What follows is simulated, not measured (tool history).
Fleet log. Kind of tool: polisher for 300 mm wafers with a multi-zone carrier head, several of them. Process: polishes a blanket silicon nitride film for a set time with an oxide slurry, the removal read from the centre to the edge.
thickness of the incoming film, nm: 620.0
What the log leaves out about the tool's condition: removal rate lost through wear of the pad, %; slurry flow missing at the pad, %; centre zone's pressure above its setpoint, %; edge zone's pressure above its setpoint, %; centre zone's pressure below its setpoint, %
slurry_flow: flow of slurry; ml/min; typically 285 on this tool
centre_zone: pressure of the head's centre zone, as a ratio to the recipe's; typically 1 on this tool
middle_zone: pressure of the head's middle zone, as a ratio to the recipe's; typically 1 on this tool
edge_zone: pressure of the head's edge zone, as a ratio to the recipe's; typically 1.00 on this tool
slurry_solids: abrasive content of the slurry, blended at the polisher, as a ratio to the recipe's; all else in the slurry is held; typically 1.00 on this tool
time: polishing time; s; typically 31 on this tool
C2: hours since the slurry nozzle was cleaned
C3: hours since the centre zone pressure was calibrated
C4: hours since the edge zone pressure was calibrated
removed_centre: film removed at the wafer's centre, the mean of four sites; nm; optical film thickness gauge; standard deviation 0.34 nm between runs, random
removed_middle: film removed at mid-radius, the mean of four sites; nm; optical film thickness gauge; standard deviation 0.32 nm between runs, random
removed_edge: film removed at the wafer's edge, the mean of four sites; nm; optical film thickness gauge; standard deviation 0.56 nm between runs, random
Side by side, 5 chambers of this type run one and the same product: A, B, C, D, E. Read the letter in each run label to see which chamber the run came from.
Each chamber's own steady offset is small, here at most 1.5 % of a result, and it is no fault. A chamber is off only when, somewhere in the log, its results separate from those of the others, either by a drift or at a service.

run 1A hour=6.0 | slurry_flow=285 centre_zone=1 middle_zone=1 edge_zone=1.00 slurry_solids=1.00 time=31 | wafers_polished_on_this_pad=786 C2=334.9 C3=102.1 C4=369.8 | removed_centre=41.787 removed_middle=41.239 removed_edge=42.691
-- hour=7.3 chamber A: slurry nozzle cleaned
-- hour=11.6 chamber D: centre zone pressure recalibrated
-- hour=16.3 chamber A: worn pad replaced by a new one
run 2E hour=17.9 | slurry_flow=285 centre_zone=1 middle_zone=1 edge_zone=1.00 slurry_solids=1.00 time=31 | wafers_polished_on_this_pad=633 C2=209.9 C3=255.6 C4=278.0 | removed_centre=41.703 removed_middle=41.776 removed_edge=41.844
run 3B hour=25.0 | slurry_flow=285 centre_zone=1 middle_zone=1 edge_zone=1.00 slurry_solids=1.00 time=31 | wafers_polished_on_this_pad=720 C2=329.2 C3=973.0 C4=510.5 | removed_centre=41.497 removed_middle=42.249 removed_edge=40.613
-- hour=28.5 chamber D: worn pad replaced by a new one
-- hour=30.6 chamber B: edge zone pressure recalibrated
-- hour=32.9 chamber C: worn pad replaced by a new one
-- hour=35.0 chamber E: worn pad replaced by a new one
run 4D hour=36.2 | slurry_flow=285 centre_zone=1 middle_zone=1 edge_zone=1.00 slurry_solids=1.00 time=31 | wafers_polished_on_this_pad=85 C2=97.6 C3=24.7 C4=73.1 | removed_centre=42.363 removed_middle=41.895 removed_edge=41.938
-- hour=36.5 chamber B: worn pad replaced by a new one
-- hour=39.9 chamber B: centre zone pressure recalibrated
run 5C hour=47.2 | slurry_flow=285 centre_zone=1 middle_zone=1 edge_zone=1.00 slurry_solids=1.00 time=31 | wafers_polished_on_this_pad=157 C2=669.3 C3=550.9 C4=924.8 | removed_centre=41.675 removed_middle=42.107 removed_edge=42.325
run 6A hour=56.7 | slurry_flow=285 centre_zone=1 middle_zone=1 edge_zone=1.00 slurry_solids=1.00 time=31 | wafers_polished_on_this_pad=443 C2=49.5 C3=152.8 C4=420.5 | removed_centre=42.479 removed_middle=41.169 removed_edge=43.266
run 7D hour=63.7 | slurry_flow=285 centre_zone=1 middle_zone=1 edge_zone=1.00 slurry_solids=1.00 time=31 | wafers_polished_on_this_pad=386 C2=125.1 C3=52.2 C4=100.6 | removed_centre=41.616 removed_middle=41.913 removed_edge=42.196
run 8B hour=75.3 | slurry_flow=285 centre_zone=1 middle_zone=1 edge_zone=1.00 slurry_solids=1.00 time=31 | wafers_polished_on_this_pad=425 C2=379.5 C3=35.5 C4=44.8 | removed_centre=41.728 removed_middle=42.207 removed_edge=41.132
run 9E hour=83.2 | slurry_flow=285 centre_zone=1 middle_zone=1 edge_zone=1.00 slurry_solids=1.00 time=31 | wafers_polished_on_this_pad=529 C2=275.2 C3=320.9 C4=343.3 | removed_centre=41.760 removed_middle=41.971 removed_edge=41.482
run 10C hour=91.5 | slurry_flow=285 centre_zone=1 middle_zone=1 edge_zone=1.00 slurry_solids=1.00 time=31 | wafers_polished_on_this_pad=642 C2=713.6 C3=595.2 C4=969.1 | removed_centre=42.221 removed_middle=41.462 removed_edge=42.981
-- hour=94.6 chamber E: worn pad replaced by a new one
-- hour=95.2 chamber E: centre zone pressure recalibrated
-- hour=96.4 chamber A: worn pad replaced by a new one
-- hour=98.6 chamber B: worn pad replaced by a new one
run 11E hour=100.0 | slurry_flow=285 centre_zone=1 middle_zone=1 edge_zone=1.00 slurry_solids=1.00 time=31 | wafers_polished_on_this_pad=59 C2=292.0 C3=4.9 C4=360.1 | removed_centre=42.654 removed_middle=41.676 removed_edge=41.294
run 12B hour=106.8 | slurry_flow=285 centre_zone=1 middle_zone=1 edge_zone=1.00 slurry_solids=1.00 time=31 | wafers_polished_on_this_pad=90 C2=411.0 C3=67.0 C4=76.3 | removed_centre=41.380 removed_middle=41.959 removed_edge=42.515
-- hour=112.2 chamber B: slurry nozzle cleaned
-- hour=114.4 chamber C: worn pad replaced by a new one
-- hour=115.1 chamber D: worn pad replaced by a new one
run 13C hour=119.3 | slurry_flow=285 centre_zone=1 middle_zone=1 edge_zone=1.00 slurry_solids=1.00 time=31 | wafers_polished_on_this_pad=53 C2=741.4 C3=623.0 C4=996.9 | removed_centre=41.812 removed_middle=41.398 removed_edge=43.194
run 14A hour=126.2 | slurry_flow=285 centre_zone=1 middle_zone=1 edge_zone=1.00 slurry_solids=1.00 time=31 | wafers_polished_on_this_pad=327 C2=119.0 C3=222.3 C4=490.0 | removed_centre=41.499 removed_middle=42.540 removed_edge=41.832
run 15D hour=132.2 | slurry_flow=285 centre_zone=1 middle_zone=1 edge_zone=1.00 slurry_solids=1.00 time=31 | wafers_polished_on_this_pad=188 C2=193.6 C3=120.7 C4=169.1 | removed_centre=42.079 removed_middle=42.034 removed_edge=42.582
run 16D hour=138.7 | slurry_flow=285 centre_zone=1 middle_zone=1 edge_zone=1.00 slurry_solids=1.00 time=31 | wafers_polished_on_this_pad=259 C2=200.1 C3=127.2 C4=175.6 | removed_centre=41.998 removed_middle=42.143 removed_edge=41.926
run 17A hour=147.8 | slurry_flow=285 centre_zone=1 middle_zone=1 edge_zone=1.00 slurry_solids=1.00 time=31 | wafers_polished_on_this_pad=564 C2=140.6 C3=243.9 C4=511.6 | removed_centre=41.831 removed_middle=41.133 removed_edge=42.362
run 18E hour=154.7 | slurry_flow=345 centre_zone=1 middle_zone=1 edge_zone=1.00 slurry_solids=1.00 time=31 | wafers_polished_on_this_pad=659 C2=346.7 C3=59.6 C4=414.8 | removed_centre=43.094 removed_middle=42.181 removed_edge=42.437
run 19B hour=166.8 | slurry_flow=345 centre_zone=1 middle_zone=1 edge_zone=1.00 slurry_solids=1.00 time=31 | wafers_polished_on_this_pad=748 C2=54.7 C3=127.0 C4=136.3 | removed_centre=41.977 removed_middle=43.528 removed_edge=42.786
-- hour=169.1 chamber E: worn pad replaced by a new one
-- hour=169.5 chamber B: worn pad replaced by a new one
run 20C hour=177.2 | slurry_flow=345 centre_zone=1 middle_zone=1 edge_zone=1.00 slurry_solids=1.00 time=31 | wafers_polished_on_this_pad=688 C2=799.3 C3=680.9 C4=1054.8 | removed_centre=42.556 removed_middle=42.103 removed_edge=42.868
-- hour=177.9 chamber C: worn pad replaced by a new one
-- hour=187.1 chamber A: worn pad replaced by a new one
run 21E hour=189.7 | slurry_flow=345 centre_zone=1 middle_zone=1 edge_zone=1.00 slurry_solids=1.00 time=31 | wafers_polished_on_this_pad=226 C2=381.7 C3=94.6 C4=449.8 | removed_centre=43.355 removed_middle=43.092 removed_edge=43.389
-- hour=194.4 chamber C: slurry nozzle cleaned
-- hour=198.3 chamber C: centre zone pressure recalibrated
run 22C hour=200.8 | slurry_flow=345 centre_zone=1 middle_zone=1 edge_zone=1.00 slurry_solids=1.00 time=31 | wafers_polished_on_this_pad=251 C2=6.4 C3=2.5 C4=1078.4 | removed_centre=40.956 removed_middle=42.471 removed_edge=42.454
run 23A hour=207.5 | slurry_flow=285 centre_zone=1 middle_zone=1 edge_zone=1.00 slurry_solids=1.00 time=31 | wafers_polished_on_this_pad=224 C2=200.3 C3=303.6 C4=571.3 | removed_centre=42.374 removed_middle=41.776 removed_edge=42.872
run 24D hour=219.2 | slurry_flow=285 centre_zone=1 middle_zone=1 edge_zone=1.00 slurry_solids=1.00 time=31 | wafers_polished_on_this_pad=1142 C2=280.6 C3=207.7 C4=256.1 | removed_centre=42.331 removed_middle=41.779 removed_edge=42.435
-- hour=222.9 chamber D: worn pad replaced by a new one
run 25B hour=225.2 | slurry_flow=285 centre_zone=1 middle_zone=1 edge_zone=1.00 slurry_solids=1.00 time=31 | wafers_polished_on_this_pad=611 C2=113.1 C3=185.4 C4=194.7 | removed_centre=41.444 removed_middle=42.048 removed_edge=42.170
-- hour=233.9 chamber E: worn pad replaced by a new one
run 26B hour=235.4 | slurry_flow=285 centre_zone=1 middle_zone=1 edge_zone=1.00 slurry_solids=1.00 time=31 | wafers_polished_on_this_pad=723 C2=123.3 C3=195.6 C4=204.9 | removed_centre=41.866 removed_middle=41.857 removed_edge=41.418
-- hour=241.1 chamber C: worn pad replaced by a new one
-- hour=245.1 chamber B: worn pad replaced by a new one
run 27A hour=245.8 | slurry_flow=285 centre_zone=1 middle_zone=1 edge_zone=1.00 slurry_solids=1.00 time=31 | wafers_polished_on_this_pad=644 C2=238.6 C3=341.9 C4=609.6 | removed_centre=42.030 removed_middle=41.570 removed_edge=42.592
run 28E hour=251.6 | slurry_flow=285 centre_zone=1 middle_zone=1 edge_zone=1.00 slurry_solids=1.00 time=31 | wafers_polished_on_this_pad=194 C2=443.6 C3=156.5 C4=511.7 | removed_centre=42.376 removed_middle=41.805 removed_edge=42.029
run 29C hour=262.7 | slurry_flow=285 centre_zone=1 middle_zone=1 edge_zone=1.00 slurry_solids=1.00 time=31 | wafers_polished_on_this_pad=237 C2=68.3 C3=64.4 C4=1140.3 | removed_centre=39.683 removed_middle=42.265 removed_edge=42.708
-- hour=268.1 chamber A: worn pad replaced by a new one
-- hour=270.7 chamber A: slurry nozzle cleaned
run 30D hour=274.8 | slurry_flow=285 centre_zone=1 middle_zone=1 edge_zone=1.00 slurry_solids=1.00 time=31 | wafers_polished_on_this_pad=570 C2=336.2 C3=263.3 C4=311.7 | removed_centre=41.517 removed_middle=41.723 removed_edge=41.986
run 31E hour=281.4 | slurry_flow=285 centre_zone=1 middle_zone=1 edge_zone=0.94 slurry_solids=1.25 time=31 | wafers_polished_on_this_pad=520 C2=473.4 C3=186.3 C4=541.5 | removed_centre=45.861 removed_middle=46.485 removed_edge=44.366
run 32B hour=289.4 | slurry_flow=285 centre_zone=1 middle_zone=1 edge_zone=0.94 slurry_solids=1.25 time=31 | wafers_polished_on_this_pad=486 C2=177.3 C3=249.6 C4=258.9 | removed_centre=46.077 removed_middle=46.722 removed_edge=44.064
run 33D hour=300.9 | slurry_flow=285 centre_zone=1 middle_zone=1 edge_zone=0.94 slurry_solids=1.25 time=31 | wafers_polished_on_this_pad=856 C2=362.3 C3=289.4 C4=337.8 | removed_centre=47.035 removed_middle=46.559 removed_edge=45.275
run 34C hour=308.9 | slurry_flow=285 centre_zone=1 middle_zone=1 edge_zone=0.94 slurry_solids=1.25 time=31 | wafers_polished_on_this_pad=743 C2=114.5 C3=110.6 C4=1186.5 | removed_centre=44.057 removed_middle=45.514 removed_edge=45.237
-- hour=311.4 chamber C: worn pad replaced by a new one
-- hour=311.4 chamber D: edge zone pressure recalibrated
-- hour=311.6 chamber D: worn pad replaced by a new one
run 35A hour=314.9 | slurry_flow=285 centre_zone=1 middle_zone=1 edge_zone=0.94 slurry_solids=1.25 time=31 | wafers_polished_on_this_pad=514 C2=44.2 C3=411.0 C4=678.7 | removed_centre=45.465 removed_middle=46.582 removed_edge=45.541
-- hour=318.5 chamber B: worn pad replaced by a new one
run 36C hour=326.2 | slurry_flow=285 centre_zone=1 middle_zone=1 edge_zone=1.00 slurry_solids=1.00 time=31 | wafers_polished_on_this_pad=162 C2=131.8 C3=127.9 C4=1203.8 | removed_centre=39.784 removed_middle=41.092 removed_edge=43.037
run 37D hour=334.8 | slurry_flow=285 centre_zone=1 middle_zone=1 edge_zone=1.00 slurry_solids=1.00 time=31 | wafers_polished_on_this_pad=254 C2=396.2 C3=323.3 C4=23.5 | removed_centre=41.406 removed_middle=40.939 removed_edge=42.313
run 38A hour=343.8 | slurry_flow=285 centre_zone=1 middle_zone=1 edge_zone=1.00 slurry_solids=1.00 time=31 | wafers_polished_on_this_pad=831 C2=73.1 C3=439.9 C4=707.6 | removed_centre=42.166 removed_middle=41.633 removed_edge=41.311
run 39B hour=349.6 | slurry_flow=285 centre_zone=1 middle_zone=1 edge_zone=1.00 slurry_solids=1.00 time=31 | wafers_polished_on_this_pad=341 C2=237.5 C3=309.8 C4=319.1 | removed_centre=42.088 removed_middle=42.477 removed_edge=42.194

All chambers now run identical settings, listed one chamber a line with results as question marks. What results will each chamber show?
run 40A hour=358.7 | slurry_flow=285 centre_zone=1 middle_zone=1 edge_zone=1.00 slurry_solids=1.00 time=31 | removed_centre=? removed_middle=? removed_edge=?
run 40B hour=358.7 | slurry_flow=285 centre_zone=1 middle_zone=1 edge_zone=1.00 slurry_solids=1.00 time=31 | removed_centre=? removed_middle=? removed_edge=?
run 40C hour=358.7 | slurry_flow=285 centre_zone=1 middle_zone=1 edge_zone=1.00 slurry_solids=1.00 time=31 | removed_centre=? removed_middle=? removed_edge=?
run 40D hour=358.7 | slurry_flow=285 centre_zone=1 middle_zone=1 edge_zone=1.00 slurry_solids=1.00 time=31 | removed_centre=? removed_middle=? removed_edge=?
run 40E hour=358.7 | slurry_flow=285 centre_zone=1 middle_zone=1 edge_zone=1.00 slurry_solids=1.00 time=31 | removed_centre=? removed_middle=? removed_edge=?

run=40A removed_centre=42.406 removed_middle=41.571 removed_edge=41.909
run=40B removed_centre=41.505 removed_middle=42.299 removed_edge=42.235
run=40C removed_centre=39.576 removed_middle=42.218 removed_edge=43.459
run=40D removed_centre=42.047 removed_middle=42.163 removed_edge=42.731
run=40E removed_centre=42.606 removed_middle=41.750 removed_edge=41.050
